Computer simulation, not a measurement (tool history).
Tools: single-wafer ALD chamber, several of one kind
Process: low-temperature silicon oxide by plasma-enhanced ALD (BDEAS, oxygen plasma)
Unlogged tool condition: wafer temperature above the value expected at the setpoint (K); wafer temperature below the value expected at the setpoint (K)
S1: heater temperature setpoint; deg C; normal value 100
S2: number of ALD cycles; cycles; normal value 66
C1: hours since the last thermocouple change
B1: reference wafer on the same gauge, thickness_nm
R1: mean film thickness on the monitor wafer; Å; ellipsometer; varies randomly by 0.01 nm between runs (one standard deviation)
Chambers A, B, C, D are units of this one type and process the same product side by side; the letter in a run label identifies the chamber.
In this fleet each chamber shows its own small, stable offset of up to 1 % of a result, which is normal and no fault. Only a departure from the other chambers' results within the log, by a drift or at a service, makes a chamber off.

run 1C hour=4.5 | S1=100 S2=66 | C1=1386.5 | B1=7.9708 | R1=93.842
run 2B hour=12.6 | S1=100 S2=66 | C1=387.3 | B1=7.9681 | R1=94.157
run 3A hour=20.4 | S1=100 S2=66 | C1=1254.5 | B1=7.9682 | R1=94.345
run 4D hour=26.7 | S1=100 S2=66 | C1=2635.4 | B1=7.966 | R1=93.328
run 5D hour=31.5 | S1=100 S2=76 | C1=2640.2 | B1=7.9661 | R1=107.65
run 6C hour=38.7 | S1=100 S2=76 | C1=1420.7 | B1=7.9632 | R1=108.22
run 7A hour=48 | S1=100 S2=76 | C1=1282.1 | B1=7.9634 | R1=108.6
run 8B hour=52.8 | S1=100 S2=76 | C1=427.5 | B1=7.9637 | R1=108.46
run 9D hour=60.5 | S1=100 S2=66 | C1=2669.2 | B1=7.9633 | R1=93.49
run 10A hour=66.6 | S1=100 S2=66 | C1=1300.7 | B1=7.9604 | R1=94.146
run 11C hour=71.2 | S1=100 S2=66 | C1=1453.2 | B1=7.9589 | R1=93.667
run 12B hour=78.4 | S1=109 S2=66 | C1=453.1 | B1=7.9576 | R1=92.52
run 13A hour=85.8 | S1=109 S2=66 | C1=1319.9 | B1=7.9584 | R1=92.574
run 14D hour=92.5 | S1=109 S2=66 | C1=2701.2 | B1=7.9567 | R1=91.653
run 15C hour=99.6 | S1=109 S2=66 | C1=1481.6 | B1=7.9533 | R1=92.361
-- hour=103.9 chamber D: thermocouple changed; heater temperature recalibrated
run 16B hour=105.3 | S1=100 S2=66 | C1=480 | B1=7.9527 | R1=94.105
run 17B hour=114.4 | S1=100 S2=66 | C1=489.1 | B1=7.9546 | R1=93.91
-- hour=118.2 chamber A: thermocouple changed; heater temperature recalibrated
run 18C hour=122.1 | S1=93 S2=71 | C1=1504.1 | B1=7.9529 | R1=103.63
run 19A hour=130.7 | S1=93 S2=71 | C1=12.6 | B1=7.9524 | R1=103.94
run 20D hour=135.6 | S1=93 S2=71 | C1=31.7 | B1=7.9505 | R1=102.93
run 21A hour=140.5 | S1=93 S2=71 | C1=22.4 | B1=7.9486 | R1=103.84
run 22D hour=145.8 | S1=100 S2=66 | C1=41.9 | B1=7.9483 | R1=93.481
run 23C hour=154.8 | S1=100 S2=66 | C1=1536.8 | B1=7.9462 | R1=93.805
run 24B hour=160.3 | S1=100 S2=66 | C1=535 | B1=7.9491 | R1=93.804
run 25B hour=168.7 | S1=100 S2=77 | C1=543.4 | B1=7.9459 | R1=109.32
run 26C hour=176.1 | S1=100 S2=77 | C1=1558.1 | B1=7.9436 | R1=109.56
run 27D hour=184.6 | S1=100 S2=77 | C1=80.7 | B1=7.9405 | R1=108.76
run 28A hour=188.8 | S1=100 S2=77 | C1=70.7 | B1=7.9453 | R1=109.48
run 29C hour=195.2 | S1=100 S2=66 | C1=1577.2 | B1=7.94 | R1=93.852
run 30D hour=204.5 | S1=100 S2=66 | C1=100.6 | B1=7.9406 | R1=93.101
run 31A hour=209.6 | S1=100 S2=66 | C1=91.5 | B1=7.9403 | R1=94.094
run 32B hour=215.2 | S1=100 S2=66 | C1=589.9 | B1=7.9381 | R1=93.791
run 33D hour=219.9 | S1=100 S2=66 | C1=116 | B1=7.9391 | R1=93.379
run 34C hour=226.1 | S1=100 S2=66 | C1=1608.1 | B1=7.9384 | R1=93.561
run 35A hour=232.9 | S1=100 S2=66 | C1=114.8 | B1=7.9344 | R1=94.121
run 36B hour=237.3 | S1=100 S2=66 | C1=612 | B1=7.9352 | R1=93.762
run 37D hour=242.6 | S1=100 S2=66 | C1=138.7 | B1=7.9372 | R1=93.293

Decide between three cases: one chamber stands off from its peers, the gauge reading all wafers drifts, or nothing is wrong past each chamber's small offset. Where a chamber is off, say which and what most likely put it there.

Gauge drift. The chambers move together only on paper, and none stands off.
Cause: gauge reads low (%) = 0.455.

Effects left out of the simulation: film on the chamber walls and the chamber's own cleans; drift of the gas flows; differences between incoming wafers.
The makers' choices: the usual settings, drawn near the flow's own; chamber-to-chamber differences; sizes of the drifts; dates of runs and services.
